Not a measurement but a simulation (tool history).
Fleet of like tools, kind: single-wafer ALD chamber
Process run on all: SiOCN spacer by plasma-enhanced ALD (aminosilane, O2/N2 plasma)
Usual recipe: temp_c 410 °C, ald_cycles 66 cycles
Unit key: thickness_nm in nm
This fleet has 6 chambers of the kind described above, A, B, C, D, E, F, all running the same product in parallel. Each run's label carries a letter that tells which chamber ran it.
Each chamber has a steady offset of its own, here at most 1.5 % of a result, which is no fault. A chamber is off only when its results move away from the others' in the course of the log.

run,hour,temp_c,ald_cycles,"read-back reference wafer on the same gauge, thickness_nm",thickness_nm
1C,12.6,410,66,3.7376,3.9098
2D,20.4,410,66,3.7374,3.9063
3F,33.2,410,66,3.7366,3.8464
4E,43.9,410,66,3.7363,3.9176
5B,53.8,410,66,3.7424,3.8418
6A,65.7,410,66,3.7405,3.8394
7B,73.1,400,61,3.7349,3.6743
8A,84.3,400,61,3.7378,3.6657
9F,90.2,400,61,3.7368,3.6546
10E,102.2,400,61,3.738,3.7234
11C,108.8,400,61,3.74,3.713
12D,119.7,400,61,3.7384,3.6832
13F,130.5,410,66,3.7402,3.8349
14E,136.8,410,66,3.7398,3.8755
15C,144.7,396,70,3.7392,4.2411
16A,154.9,396,70,3.7373,4.1951
17D,165.1,396,70,3.7426,4.2347
# hour 175.5: chamber D: thermocouple changed; heater temperature recalibrated
18B,177.1,396,70,3.7377,4.192
19C,184.7,396,70,3.7345,4.2461
20A,195.2,396,70,3.7379,4.2068
21D,204,410,66,3.7367,3.8707
22E,215.6,410,66,3.738,3.8947
23B,222.1,410,66,3.7414,3.8348
24F,232.2,410,66,3.7391,3.8594
# hour 239.2: chamber A: thermocouple changed; heater temperature recalibrated
25B,243.5,410,66,3.7399,3.8436
26F,251,410,66,3.7414,3.8605
27E,263.9,410,66,3.7399,3.9202
28A,272.6,410,66,3.7425,3.8694
29D,279.2,410,66,3.7432,3.8662
30C,286.4,410,66,3.7422,3.8873
31D,299.4,410,66,3.7389,3.8874
32B,310.2,410,66,3.7405,3.8373
# hour 310.5: chamber F: thermocouple changed; heater temperature recalibrated
33A,318.7,410,66,3.7361,3.8418
34C,331.3,410,66,3.7403,3.9005
35E,343.1,410,66,3.7415,3.8858
36F,354.7,410,66,3.7372,3.8313
37F,365.6,410,66,3.7395,3.8722
38A,374,410,66,3.7407,3.8482
39E,380,410,66,3.7388,3.8939
40D,386.5,410,66,3.7371,3.8771
41B,394.9,410,66,3.7414,3.839
42C,406.5,410,66,3.7444,3.8922
43A,418.9,410,66,3.7358,3.8592
44F,431.4,410,66,3.7416,3.8329

The same settings go to every chamber for the next run, one line per chamber below. Forecast the results for each:
45A,440.8,410,66,,?
45B,440.8,410,66,,?
45C,440.8,410,66,,?
45D,440.8,410,66,,?
45E,440.8,410,66,,?
45F,440.8,410,66,,?

run,thickness_nm
45A,3.8526
45B,3.8273
45C,3.888
45D,3.8615
45E,3.9057
45F,3.8669
